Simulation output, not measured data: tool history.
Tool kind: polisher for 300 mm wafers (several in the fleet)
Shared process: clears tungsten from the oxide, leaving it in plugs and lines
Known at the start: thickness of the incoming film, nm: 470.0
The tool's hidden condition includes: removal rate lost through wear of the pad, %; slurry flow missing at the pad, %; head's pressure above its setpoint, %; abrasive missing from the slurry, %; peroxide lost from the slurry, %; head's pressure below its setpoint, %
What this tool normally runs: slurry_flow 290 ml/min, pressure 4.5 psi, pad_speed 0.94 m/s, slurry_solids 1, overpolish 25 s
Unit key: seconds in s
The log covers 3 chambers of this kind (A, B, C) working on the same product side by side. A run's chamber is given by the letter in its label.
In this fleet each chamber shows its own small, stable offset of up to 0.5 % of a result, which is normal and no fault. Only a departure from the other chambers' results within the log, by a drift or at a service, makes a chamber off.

run	hour	slurry_flow	pressure	pad_speed	slurry_solids	overpolish	wafers polished on this pad	hours since the slurry nozzle was cleaned	hours since the head pressure was calibrated	hours since the slurry blender was calibrated	hours since the slurry got fresh peroxide	seconds
1A	13.5	290	4.5	0.94	1	25	186	536.4	305.5	126.8	93.6	76.584
# hour 17.7: chamber A: slurry tank refilled with fresh slurry and peroxide
# hour 21.4: chamber C: worn pad replaced by a new one
2B	26.4	290	4.5	0.94	1	25	828	294.5	199.2	173.2	124.4	74.525
# hour 28.4: chamber B: worn pad replaced by a new one
# hour 35.5: chamber B: slurry tank refilled with fresh slurry and peroxide
3C	35.8	290	4.5	0.94	1	25	148	276	590.6	211.2	95.9	75.193
# hour 39.9: chamber A: slurry blender recalibrated
4C	42.9	290	4.5	0.94	1	25	221	283.1	597.7	218.3	103	76.398
# hour 47.2: chamber C: slurry blender recalibrated
5A	53.8	290	4.5	0.94	1	25	600	576.7	345.8	14	36.2	76.518
6B	65.5	290	4.5	0.94	1	25	381	333.6	238.3	212.3	30	75.165
# hour 75.9: chamber B: slurry blender recalibrated
7C	78.6	290	4.5	0.94	1	25	588	318.8	633.4	31.5	138.7	73.825
8B	85.7	290	4.5	0.94	1	25	588	353.8	258.5	9.8	50.2	77.225
# hour 97.3: chamber A: worn pad replaced by a new one
9A	97.6	365	4.5	0.7	1	25	4	620.5	389.6	57.8	80	96.505
10C	106.8	365	4.5	0.7	1	25	877	347	661.6	59.7	166.9	99.191
# hour 109.1: chamber A: slurry tank refilled with fresh slurry and peroxide
# hour 113.4: chamber C: worn pad replaced by a new one
11A	116.7	365	4.5	0.7	1	25	200	639.6	408.7	76.9	7.6	100.11
12B	125.5	290	4.5	0.94	1	25	997	393.6	298.3	49.6	90	73.785
# hour 128.1: chamber B: worn pad replaced by a new one
13B	133.4	290	4.5	0.94	1	25	54	401.5	306.2	57.5	97.9	74.429
# hour 137.4: chamber B: slurry tank refilled with fresh slurry and peroxide
14C	142	290	4.5	0.94	1	25	294	382.2	696.8	94.9	202.1	74.918
15A	156.1	360	4.5	1.18	1	25	604	679	448.1	116.3	47	59.563
16C	168.6	360	4.5	1.18	1	25	567	408.8	723.4	121.5	228.7	58.855
# hour 173: chamber A: slurry blender recalibrated
17A	175.3	360	4.5	1.18	1	25	802	698.2	467.3	2.4	66.2	58.796
18B	184.6	290	4.5	0.94	1	25	580	452.7	357.4	108.7	47.3	76.274
19B	193.1	290	4.5	0.94	1	25	668	461.2	365.9	117.2	55.8	74.229
# hour 195.7: chamber A: worn pad replaced by a new one
# hour 198.9: chamber A: slurry tank refilled with fresh slurry and peroxide
20A	207	290	4.5	0.94	1	25	116	729.9	499	34.1	8.1	74.026
21C	219.1	370	4.5	0.94	1	25	1086	459.3	773.9	172	279.2	73.101
# hour 220.2: chamber C: worn pad replaced by a new one
# hour 224.6: chamber B: head pressure recalibrated
# hour 225.8: chamber B: worn pad replaced by a new one
22A	228.7	370	4.5	0.94	1	25	339	751.6	520.7	55.8	29.8	74.496
# hour 235.8: chamber A: slurry nozzle cleaned
23B	241.8	370	4.5	0.94	1	25	165	509.9	17.2	165.9	104.5	74.168
24C	252.9	290	4.5	0.94	1	25	336	493.1	807.7	205.8	313	76.619
# hour 255.2: chamber C: slurry blender recalibrated
25C	265.3	290	4.5	0.94	1	25	464	505.5	820.1	10.2	325.4	75.858
# hour 271.5: chamber B: slurry blender recalibrated
# hour 271.6: chamber B: slurry tank refilled with fresh slurry and peroxide
# hour 274.9: chamber A: worn pad replaced by a new one
# hour 276.6: chamber C: slurry nozzle cleaned
26A	279.8	210	4.5	0.94	1	25	51	44	571.8	106.9	80.9	77.856
# hour 281.9: chamber A: slurry tank refilled with fresh slurry and peroxide
27B	287.2	210	4.5	0.94	1	25	631	555.3	62.6	15.8	15.7	76.524
28B	299.6	210	4.5	0.94	1	25	758	567.7	75	28.2	28.1	77.616
29C	310	290	4.5	0.94	1	25	923	33.4	864.8	54.9	370.1	79.135
30A	318.5	290	4.5	0.94	1	25	448	82.7	610.5	145.6	36.6	74.939
# hour 320.9: chamber A: slurry blender recalibrated
# hour 324.7: chamber B: worn pad replaced by a new one
31C	329	290	4.5	0.94	1	25	1118	52.4	883.8	73.9	389.1	78.542
# hour 334.5: chamber C: worn pad replaced by a new one
32B	338.3	290	4.5	0.94	1	25	139	606.4	113.7	66.9	66.8	72.737
33A	349.6	290	4.5	0.94	1	25	768	113.8	641.6	28.7	67.7	75.321
# hour 357.5: chamber A: worn pad replaced by a new one
34B	361.6	290	4.5	0.94	1	25	379	629.7	137	90.2	90.1	74.447
35C	369	345	4.5	0.94	0.75	25	354	92.4	923.8	113.9	429.1	83.116
# hour 381.8: chamber A: slurry tank refilled with fresh slurry and peroxide
36A	382.9	345	4.5	0.94	0.75	25	260	147.1	674.9	62	1.2	79.533
# hour 384.3: chamber B: slurry tank refilled with fresh slurry and peroxide
37C	389.6	345	4.5	0.94	0.75	25	565	113	944.4	134.5	449.7	85.015
38A	400.5	290	4.5	0.94	1	25	441	164.7	692.5	79.6	18.8	73.574
39B	413.4	290	4.5	0.94	1	25	911	681.5	188.8	142	29.2	74.489
# hour 418.4: chamber B: worn pad replaced by a new one
40B	426.5	290	4.5	0.94	1	25	83	694.6	201.9	155.1	42.3	74.844
41A	433.1	290	4.5	0.94	1	25	776	197.3	725.1	112.2	51.4	75.905
# hour 433.8: chamber C: worn pad replaced by a new one
42C	447.2	290	4.5	0.94	1	25	137	170.6	1002	192.1	507.3	80.422
# hour 461.2: chamber C: slurry blender recalibrated
43C	461.8	290	4.5	0.94	1	25	287	185.2	1016.6	0.6	521.9	81.224

All 3 chambers run these settings next. Forecast each chamber's results:
44A	472.3	290	4.5	0.94	1	25						?
44B	472.3	290	4.5	0.94	1	25						?
44C	472.3	290	4.5	0.94	1	25						?

run	seconds
44A	74.055
44B	74.723
44C	82.653

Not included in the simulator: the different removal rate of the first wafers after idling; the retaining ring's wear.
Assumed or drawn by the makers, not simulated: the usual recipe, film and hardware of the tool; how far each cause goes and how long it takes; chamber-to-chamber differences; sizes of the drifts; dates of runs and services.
